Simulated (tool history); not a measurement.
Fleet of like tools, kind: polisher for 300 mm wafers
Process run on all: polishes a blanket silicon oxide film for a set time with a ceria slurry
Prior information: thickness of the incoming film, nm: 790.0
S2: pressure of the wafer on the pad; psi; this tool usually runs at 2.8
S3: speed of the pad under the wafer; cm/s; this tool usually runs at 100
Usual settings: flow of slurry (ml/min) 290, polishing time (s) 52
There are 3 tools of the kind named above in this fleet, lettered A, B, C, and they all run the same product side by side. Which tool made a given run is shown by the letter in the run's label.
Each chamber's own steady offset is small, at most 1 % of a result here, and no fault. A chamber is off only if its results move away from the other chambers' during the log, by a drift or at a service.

Run 1B, hour 11.1: usual settings. Result: film removed (angstrom) 2190.4.
At hour 17.6: chamber B: slurry nozzle cleaned.
Run 2C, hour 22.4: usual settings. Result: film removed (angstrom) 2171.6.
At hour 29.3: chamber C: worn pad replaced by a new one.
Run 3A, hour 35.2: usual settings. Result: film removed (angstrom) 2177.2.
At hour 39.8: chamber B: head pressure recalibrated.
Run 4B, hour 49.7: usual settings. Result: film removed (angstrom) 2131.5.
Run 5C, hour 58.4: usual settings. Result: film removed (angstrom) 2113.6.
At hour 59.8: chamber B: worn pad replaced by a new one.
At hour 60.6: chamber A: slurry nozzle cleaned.
Run 6A, hour 72.9: usual settings. Result: film removed (angstrom) 2139.4.
At hour 85.7: chamber C: slurry nozzle cleaned.
Run 7B, hour 86.9: usual settings. Result: film removed (angstrom) 2169.7.
Run 8A, hour 94.6: usual settings. Result: film removed (angstrom) 2192.7.
Run 9C, hour 101.9: usual settings. Result: film removed (angstrom) 2152.9.
Run 10C, hour 113.6: usual settings. Result: film removed (angstrom) 2155.8.
Run 11B, hour 122.6: usual settings. Result: film removed (angstrom) 2142.6.
Run 12A, hour 131: usual settings. Result: film removed (angstrom) 2149.9.
At hour 135.4: chamber C: worn pad replaced by a new one.
Run 13A, hour 141.4: usual settings but S3 124 cm/s. Result: film removed (angstrom) 2697.5.
Run 14C, hour 150.4: usual settings but S3 124 cm/s. Result: film removed (angstrom) 2697.2.
At hour 154.1: chamber B: worn pad replaced by a new one.
At hour 159.6: chamber A: worn pad replaced by a new one.
Run 15B, hour 161.1: usual settings but S3 124 cm/s. Result: film removed (angstrom) 2688.6.
Run 16A, hour 169.8: usual settings. Result: film removed (angstrom) 2099.8.
Run 17B, hour 178.1: usual settings. Result: film removed (angstrom) 2211.4.
Run 18C, hour 189.7: usual settings. Result: film removed (angstrom) 2105.5.
Run 19C, hour 199.3: usual settings. Result: film removed (angstrom) 2134.7.
Run 20B, hour 213.7: usual settings. Result: film removed (angstrom) 2180.8.
Run 21A, hour 225.5: usual settings. Result: film removed (angstrom) 2158.4.
Run 22A, hour 234.3: usual settings. Result: film removed (angstrom) 2206.
Run 23C, hour 248.3: usual settings. Result: film removed (angstrom) 2123.3.

Is one chamber off against the others, does the gauge drift, or is nothing wrong? If a chamber is off, say which, and what the likeliest cause is.

No chamber is off and the gauge is stable; the differences are just each chamber's small, constant offset.

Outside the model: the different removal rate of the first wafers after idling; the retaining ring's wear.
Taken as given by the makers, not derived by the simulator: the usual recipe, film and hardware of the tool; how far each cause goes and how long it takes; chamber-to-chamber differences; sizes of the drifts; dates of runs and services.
